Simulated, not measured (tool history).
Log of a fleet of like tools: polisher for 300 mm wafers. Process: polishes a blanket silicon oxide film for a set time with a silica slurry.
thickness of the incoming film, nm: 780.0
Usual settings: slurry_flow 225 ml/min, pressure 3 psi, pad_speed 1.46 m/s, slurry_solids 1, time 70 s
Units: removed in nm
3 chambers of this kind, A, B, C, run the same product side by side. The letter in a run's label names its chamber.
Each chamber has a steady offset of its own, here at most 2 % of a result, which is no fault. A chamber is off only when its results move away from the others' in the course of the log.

run,hour,slurry_flow,pressure,pad_speed,slurry_solids,time,removed
# hour 2.7: chamber A: slurry blender recalibrated
1A,5.6,225,3,1.46,1,70,209.93
2C,12.6,225,3,1.46,1,70,217.85
# hour 17.8: chamber B: slurry blender recalibrated
3B,18.6,225,3,1.46,1,70,214.18
4B,21.9,225,3,1.46,1,70,207.39
# hour 24.5: chamber C: worn pad replaced by a new one
5C,26.0,225,3,1.46,1,70,223.79
6A,29.4,225,3,1.46,1,70,215.11
7A,32.7,225,3,1.46,1,70,211.19
8B,38.0,225,3,1.46,1,70,211.72
9C,41.9,225,3,1.46,1,70,226.33
10B,47.3,225,3,1.46,1,70,212.00
11C,52.9,225,3,1.46,1,70,223.59
# hour 54.3: chamber C: slurry blender recalibrated
12A,57.3,225,3,1.46,1,70,219.39
# hour 60.6: chamber A: head pressure recalibrated
13A,61.8,225,3,1.74,1,84,298.34
14C,68.9,225,3,1.74,1,84,310.39
15B,73.6,225,3,1.74,1,84,291.01
16C,77.0,225,3,1.46,1,70,232.39
17B,80.4,225,3,1.46,1,53,160.35
18A,84.1,225,3,1.46,1,53,163.19
19B,88.2,225,3,1.46,1,53,157.95
20A,93.3,225,3,1.46,1,70,214.92

Is one chamber off against the others, does the gauge drift, or is nothing wrong? If a chamber is off, say which, and what the likeliest cause is.

Chamber C drifts away from the others.
Cause: head's pressure above its setpoint, % = 7.3.

Here are 4 candidates for chamber C's next run, each the usual settings with a change, their results left as question marks. Which one brings its results back in line with what the others give on the usual settings?
In line means no further than this from the other chambers' mean on the usual settings: removed 8.40 nm
21C-1,98.4,225,3.1,1.50,1.00,72,?
21C-2,98.4,225,2.9,1.46,1.00,70,?
21C-3,98.4,225,3.1,1.46,1.00,70,?
21C-4,98.4,225,3.0,1.46,0.95,65,?

The other chambers' mean on the usual settings: removed 212.52 nm
run,removed
21C-1,252.86
21C-2,225.32
21C-3,240.62
21C-4,211.29
21C-4 brings the chamber back in line.
